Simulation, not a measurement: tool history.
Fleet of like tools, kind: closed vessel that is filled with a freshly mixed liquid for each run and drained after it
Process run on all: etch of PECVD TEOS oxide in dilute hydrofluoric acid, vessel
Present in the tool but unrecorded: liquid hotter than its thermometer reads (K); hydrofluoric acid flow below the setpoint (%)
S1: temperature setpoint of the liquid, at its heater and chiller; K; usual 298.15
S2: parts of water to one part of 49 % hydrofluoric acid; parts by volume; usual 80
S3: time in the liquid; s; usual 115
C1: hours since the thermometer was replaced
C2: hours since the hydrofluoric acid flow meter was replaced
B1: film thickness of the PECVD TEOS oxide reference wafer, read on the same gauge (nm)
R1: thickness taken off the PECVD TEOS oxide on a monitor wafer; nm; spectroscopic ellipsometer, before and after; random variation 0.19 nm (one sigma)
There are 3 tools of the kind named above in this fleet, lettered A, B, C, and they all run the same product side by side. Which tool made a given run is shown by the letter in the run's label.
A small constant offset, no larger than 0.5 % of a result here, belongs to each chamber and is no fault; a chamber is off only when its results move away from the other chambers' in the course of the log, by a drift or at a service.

run 1A hour=5.2 | S1=298.15 S2=80 S3=115 | C1=94.0 C2=807.2 | B1=29.968 | R1=37.321
run 2B hour=13.1 | S1=298.15 S2=80 S3=115 | C1=706.7 C2=1139.8 | B1=30.020 | R1=37.708
run 3C hour=19.9 | S1=298.15 S2=80 S3=115 | C1=773.0 C2=224.1 | B1=30.018 | R1=37.314
run 4A hour=25.1 | S1=298.15 S2=80 S3=115 | C1=113.9 C2=827.1 | B1=29.974 | R1=37.356
run 5C hour=32.5 | S1=298.15 S2=80 S3=115 | C1=785.6 C2=236.7 | B1=30.011 | R1=37.330
run 6B hour=40.7 | S1=298.15 S2=80 S3=115 | C1=734.3 C2=1167.4 | B1=30.013 | R1=37.576
run 7A hour=47.2 | S1=298.15 S2=80 S3=115 | C1=136.0 C2=849.2 | B1=30.009 | R1=37.264
run 8B hour=58.0 | S1=298.15 S2=80 S3=115 | C1=751.6 C2=1184.7 | B1=30.015 | R1=38.037
run 9C hour=66.0 | S1=300.15 S2=80 S3=175 | C1=819.1 C2=270.2 | B1=29.971 | R1=61.633
run 10C hour=73.8 | S1=300.15 S2=80 S3=175 | C1=826.9 C2=278.0 | B1=30.009 | R1=61.514
run 11A hour=80.9 | S1=300.15 S2=80 S3=175 | C1=169.7 C2=882.9 | B1=30.008 | R1=60.706
run 12B hour=92.0 | S1=298.15 S2=80 S3=115 | C1=785.6 C2=1218.7 | B1=29.981 | R1=37.460
run 13B hour=97.9 | S1=298.15 S2=80 S3=115 | C1=791.5 C2=1224.6 | B1=30.018 | R1=37.466
run 14A hour=105.9 | S1=298.15 S2=80 S3=115 | C1=194.7 C2=907.9 | B1=30.005 | R1=36.683
run 15C hour=114.1 | S1=298.15 S2=65 S3=155 | C1=867.2 C2=318.3 | B1=30.006 | R1=63.085
run 16C hour=122.0 | S1=298.15 S2=65 S3=155 | C1=875.1 C2=326.2 | B1=29.966 | R1=63.962
run 17B hour=133.1 | S1=298.15 S2=65 S3=155 | C1=826.7 C2=1259.8 | B1=29.990 | R1=64.060
run 18A hour=139.7 | S1=298.15 S2=80 S3=115 | C1=228.5 C2=941.7 | B1=30.007 | R1=36.291
run 19A hour=145.4 | S1=298.15 S2=65 S3=150 | C1=234.2 C2=947.4 | B1=30.023 | R1=58.802
run 20B hour=150.8 | S1=298.15 S2=65 S3=150 | C1=844.4 C2=1277.5 | B1=30.023 | R1=61.805

One chamber off, gauge drift, or nothing amiss beyond the chambers' own small offsets? If it is a chamber, which one, and what is the likeliest cause?

Chamber A drifts away from the others.
Most likely cause: hydrofluoric acid flow below the setpoint (%) = 3.74.
The log may not tell that from: liquid colder than its thermometer reads (K).

Below are 4 candidate recipes for chamber A's next run, each the usual settings with a change, their results shown as question marks. Which of them brings A's results back in line with what the other chambers give on the usual settings?
A result is in line if it is within this distance of the other chambers' mean on the usual settings: R1 0.660 nm
run 21A-1 hour=159.2 | S1=298.15 S2=80 S3=110 | R1=?
run 21A-2 hour=159.2 | S1=298.15 S2=80 S3=120 | R1=?
run 21A-3 hour=159.2 | S1=298.15 S2=75 S3=115 | R1=?
run 21A-4 hour=159.2 | S1=298.15 S2=85 S3=115 | R1=?

Mean of the other chambers on the usual settings: R1 37.449 nm
run=21A-1 R1=34.405
run=21A-2 R1=37.533
run=21A-3 R1=38.585
run=21A-4 R1=33.659
The answer is 21A-2, which returns the chamber to within the allowed miss of the others.

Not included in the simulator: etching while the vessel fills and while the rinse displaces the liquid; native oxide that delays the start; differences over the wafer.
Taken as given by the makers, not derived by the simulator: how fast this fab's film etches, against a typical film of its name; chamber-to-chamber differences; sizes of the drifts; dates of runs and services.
